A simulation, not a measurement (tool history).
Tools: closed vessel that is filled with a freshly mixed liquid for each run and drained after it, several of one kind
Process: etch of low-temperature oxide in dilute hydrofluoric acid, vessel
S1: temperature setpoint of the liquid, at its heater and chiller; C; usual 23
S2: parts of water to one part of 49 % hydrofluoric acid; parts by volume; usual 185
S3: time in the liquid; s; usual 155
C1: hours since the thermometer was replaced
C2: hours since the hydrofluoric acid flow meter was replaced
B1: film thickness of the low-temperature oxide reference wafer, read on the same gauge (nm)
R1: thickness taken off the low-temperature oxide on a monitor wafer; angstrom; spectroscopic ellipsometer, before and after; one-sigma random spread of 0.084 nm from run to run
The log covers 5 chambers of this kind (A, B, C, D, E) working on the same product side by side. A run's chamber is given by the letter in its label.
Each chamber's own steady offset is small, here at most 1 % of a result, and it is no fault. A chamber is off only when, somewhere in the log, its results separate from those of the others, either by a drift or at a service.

run	hour	S1	S2	S3	C1	C2	B1	R1
1C	3.7	23	185	155	770.9	1086.2	119.96	144.8
2D	8.5	23	185	155	427.1	809.6	119.98	145.54
3E	11.9	23	185	155	306.6	177.4	120.03	146.66
4B	16.9	23	185	155	438.4	1497.6	119.96	147.56
5A	20.4	23	185	155	371.2	518.7	119.97	146.35
6D	23.3	23	105	155	441.9	824.4	119.96	277.59
7A	28.4	23	105	155	379.2	526.7	120.03	281.67
8C	33.1	23	105	155	800.3	1115.6	120	281.33
9E	35.5	23	105	155	330.2	201	119.97	285.29
10B	39.4	23	105	155	460.9	1520.1	119.97	284.35
11C	43.7	23	185	155	810.9	1126.2	119.99	145.05
12E	48.1	23	185	155	342.8	213.6	120	147
13A	51	23	185	155	401.8	549.3	120.02	147.38
14D	54.5	23	185	155	473.1	855.6	119.97	147.19
15B	58	27.5	185	115	479.5	1538.7	120.02	129.3
16C	61	27.5	185	115	828.2	1143.5	119.97	128.78
17A	64.9	27.5	185	115	415.7	563.2	120	128.64
18B	69.4	27.5	185	115	490.9	1550.1	119.98	129.32
19E	72.9	27.5	185	115	367.6	238.4	119.98	128.47
20D	77.6	23	235	185	496.2	878.7	119.95	134.66
21A	81.8	23	235	185	432.6	580.1	119.98	130.75
22E	86.5	23	235	185	381.2	252	119.99	130.58
23B	89.2	23	235	185	510.7	1569.9	119.94	131.15
24C	92.6	23	235	185	859.8	1175.1	120	129.13
25D	97.9	23	185	155	516.5	899	120.03	152.48
26B	100.9	23	185	155	522.4	1581.6	120	147.94
27A	104.7	23	185	155	455.5	603	119.99	145.28
28C	109.8	23	185	155	877	1192.3	120.04	145.71
29E	114.1	23	185	155	408.8	279.6	119.98	146.31
30D	117.1	23	150	155	535.7	918.2	119.99	199.49
31D	120.3	23	150	155	538.9	921.4	119.97	198.13
32A	125.7	23	150	155	476.5	624	119.98	188.48
33B	128.6	23	150	155	550.1	1609.3	119.97	187.71
# hour 129.3: chamber A: thermometer replaced
34E	131.8	23	150	155	426.5	297.3	119.99	188.83
35C	136.4	23	185	155	903.6	1218.9	119.99	146.63
36A	138.8	23	185	155	9.5	637.1	120.03	146.51

For the next run the whole fleet of 5 chambers uses the same settings. Give each chamber's results:
37A	142.8	23	185	155				?
37B	142.8	23	185	155				?
37C	142.8	23	185	155				?
37D	142.8	23	185	155				?
37E	142.8	23	185	155				?

run	R1
37A	147.24
37B	147.85
37C	146.09
37D	156.37
37E	145.82
